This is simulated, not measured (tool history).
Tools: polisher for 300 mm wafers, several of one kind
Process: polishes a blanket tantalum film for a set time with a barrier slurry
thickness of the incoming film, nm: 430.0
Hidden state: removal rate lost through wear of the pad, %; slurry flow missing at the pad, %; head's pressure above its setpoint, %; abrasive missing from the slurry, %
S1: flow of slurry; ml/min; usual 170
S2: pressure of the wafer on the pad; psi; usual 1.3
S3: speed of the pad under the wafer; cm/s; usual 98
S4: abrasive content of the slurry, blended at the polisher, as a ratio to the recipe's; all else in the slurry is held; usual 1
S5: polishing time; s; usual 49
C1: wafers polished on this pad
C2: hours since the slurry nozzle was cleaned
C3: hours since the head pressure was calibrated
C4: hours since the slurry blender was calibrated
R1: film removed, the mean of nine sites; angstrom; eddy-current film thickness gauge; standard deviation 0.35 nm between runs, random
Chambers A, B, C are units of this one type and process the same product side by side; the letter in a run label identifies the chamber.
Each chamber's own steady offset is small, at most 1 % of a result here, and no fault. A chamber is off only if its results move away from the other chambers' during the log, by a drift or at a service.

Run 1A, day 0.533: usual settings; C1 385; C2 353.4; C3 562.9; C4 139.3. Result: R1 560.38 angstrom.
Run 2C, day 0.862: usual settings; C1 1110; C2 135; C3 114.6; C4 142.8. Result: R1 551.31 angstrom.
At day 0.867: chamber C: worn pad replaced by a new one.
At day 1.35: chamber B: worn pad replaced by a new one.
Run 3B, day 1.362: usual settings; C1 5; C2 109.9; C3 533.6; C4 44.8. Result: R1 566.47 angstrom.
Run 4C, day 1.642: usual settings; C1 292; C2 153.7; C3 133.3; C4 161.5. Result: R1 566.54 angstrom.
At day 2.146: chamber C: slurry blender recalibrated.
Run 5B, day 2.154: usual settings but S4 1.1; C1 303; C2 128.9; C3 552.6; C4 63.8. Result: R1 582.81 angstrom.
Run 6A, day 2.571: usual settings but S4 1.1; C1 1152; C2 402.3; C3 611.8; C4 188.2. Result: R1 579.37 angstrom.
Run 7C, day 3.021: usual settings but S4 1.1; C1 812; C2 186.8; C3 166.4; C4 21. Result: R1 564.18 angstrom.
At day 3.221: chamber A: worn pad replaced by a new one.
Run 8B, day 3.575: usual settings; C1 838; C2 163; C3 586.7; C4 97.9. Result: R1 562.14 angstrom.
Run 9A, day 4.121: usual settings; C1 340; C2 439.5; C3 649; C4 225.4. Result: R1 556.72 angstrom.
At day 4.162: chamber C: worn pad replaced by a new one.
Run 10C, day 4.55: usual settings but S1 120 ml/min, S2 1.6 psi; C1 146; C2 223.5; C3 203.1; C4 57.7. Result: R1 644.49 angstrom.
Run 11B, day 4.971: usual settings but S1 120 ml/min, S2 1.6 psi; C1 1364; C2 196.5; C3 620.2; C4 131.4. Result: R1 644.55 angstrom.
At day 5.2: chamber B: worn pad replaced by a new one.
Run 12A, day 5.508: usual settings but S1 120 ml/min, S2 1.6 psi; C1 862; C2 472.8; C3 682.3; C4 258.7. Result: R1 650.48 angstrom.
At day 5.671: chamber A: slurry blender recalibrated.
At day 5.875: chamber A: head pressure recalibrated.
Run 13B, day 6.071: usual settings but S1 200 ml/min; C1 328; C2 222.9; C3 646.6; C4 157.8. Result: R1 574.43 angstrom.
Run 14C, day 6.546: usual settings but S1 200 ml/min; C1 898; C2 271.4; C3 251; C4 105.6. Result: R1 571.86 angstrom.
At day 6.65: chamber A: worn pad replaced by a new one.
Run 15A, day 6.846: usual settings but S1 200 ml/min; C1 74; C2 504.9; C3 23.3; C4 28.2. Result: R1 622.57 angstrom.
At day 7.071: chamber C: worn pad replaced by a new one.
Run 16B, day 7.162: usual settings; C1 739; C2 249.1; C3 672.8; C4 184. Result: R1 563.05 angstrom.
Run 17C, day 7.729: usual settings; C1 249; C2 299.8; C3 279.4; C4 134. Result: R1 559.8 angstrom.
Run 18A, day 8.025: usual settings; C1 519; C2 533.2; C3 51.6; C4 56.5. Result: R1 608.89 angstrom.
At day 8.133: chamber B: worn pad replaced by a new one.
At day 8.346: chamber B: slurry nozzle cleaned.
Run 19C, day 8.496: usual settings; C1 538; C2 318.2; C3 297.8; C4 152.4. Result: R1 556.27 angstrom.
At day 8.671: chamber C: slurry blender recalibrated.
Run 20B, day 8.904: usual settings; C1 291; C2 13.5; C3 714.6; C4 225.8. Result: R1 566.61 angstrom.
Run 21A, day 9.221: usual settings; C1 969; C2 561.9; C3 80.3; C4 85.2. Result: R1 609.83 angstrom.
Run 22C, day 9.612: usual settings; C1 958; C2 345; C3 324.6; C4 22.7. Result: R1 557.62 angstrom.
Run 23A, day 9.942: usual settings but S4 1.25; C1 1240; C2 579.2; C3 97.6; C4 102.5. Result: R1 644.43 angstrom.
At day 10.112: chamber C: worn pad replaced by a new one.
Run 24B, day 10.208: usual settings but S4 1.25; C1 782; C2 44.8; C3 745.9; C4 257.1. Result: R1 595.87 angstrom.
At day 10.558: chamber A: worn pad replaced by a new one.
Run 25B, day 10.721: usual settings but S4 1.25; C1 975; C2 57.1; C3 758.2; C4 269.4. Result: R1 604.02 angstrom.
Run 26A, day 11.033: usual settings; C1 179; C2 605.4; C3 123.8; C4 128.7. Result: R1 600.51 angstrom.
Run 27C, day 11.292: usual settings; C1 445; C2 385.3; C3 364.9; C4 63. Result: R1 557.18 angstrom.
At day 11.554: chamber B: worn pad replaced by a new one.
Run 28C, day 11.625: usual settings; C1 570; C2 393.3; C3 372.9; C4 71. Result: R1 556.58 angstrom.
Run 29A, day 12.142: usual settings; C1 596; C2 632; C3 150.4; C4 155.3. Result: R1 618.21 angstrom.
Run 30B, day 12.446: usual settings; C1 335; C2 98.5; C3 799.6; C4 310.8. Result: R1 572.01 angstrom.
At day 12.671: chamber A: slurry nozzle cleaned.
Run 31C, day 12.7: usual settings; C1 975; C2 419.1; C3 398.7; C4 96.8. Result: R1 557.54 angstrom.
Run 32B, day 13.154: usual settings but S1 130 ml/min; C1 602; C2 115.5; C3 816.6; C4 327.8. Result: R1 544.39 angstrom.
At day 13.538: chamber C: worn pad replaced by a new one.
Run 33A, day 13.688: usual settings but S1 130 ml/min; C1 1178; C2 24.4; C3 187.5; C4 192.4. Result: R1 576.06 angstrom.
At day 13.829: chamber A: worn pad replaced by a new one.
Run 34A, day 14.154: usual settings but S1 130 ml/min; C1 123; C2 35.6; C3 198.7; C4 203.6. Result: R1 576.73 angstrom.
At day 14.254: chamber C: slurry blender recalibrated.
At day 14.588: chamber B: worn pad replaced by a new one.
Run 35B, day 14.679: usual settings; C1 35; C2 152.1; C3 853.2; C4 364.4. Result: R1 558.76 angstrom.
Run 36C, day 14.992: usual settings; C1 548; C2 474.1; C3 453.7; C4 17.7. Result: R1 565.32 angstrom.
Run 37B, day 15.479: usual settings; C1 336; C2 171.3; C3 872.4; C4 383.6. Result: R1 564.26 angstrom.
At day 15.729: chamber A: slurry blender recalibrated.
Run 38A, day 15.792: usual settings; C1 740; C2 74.9; C3 238; C4 1.5. Result: R1 605.63 angstrom.
Run 39C, day 16.158: usual settings; C1 987; C2 502.1; C3 481.7; C4 45.7. Result: R1 557.63 angstrom.
Run 40C, day 16.696: usual settings; C1 1190; C2 515; C3 494.6; C4 58.6. Result: R1 551.85 angstrom.
Run 41A, day 17.033: usual settings; C1 1208; C2 104.7; C3 267.8; C4 31.3. Result: R1 605 angstrom.

Predict what each chamber gives when all 3 of them run the settings below next.
Run 42A, day 17.45: usual settings. Result: R1 ?.
Run 42B, day 17.45: usual settings. Result: R1 ?.
Run 42C, day 17.45: usual settings. Result: R1 ?.

run      R1
42A  607.68
42B  559.02
42C  557.64

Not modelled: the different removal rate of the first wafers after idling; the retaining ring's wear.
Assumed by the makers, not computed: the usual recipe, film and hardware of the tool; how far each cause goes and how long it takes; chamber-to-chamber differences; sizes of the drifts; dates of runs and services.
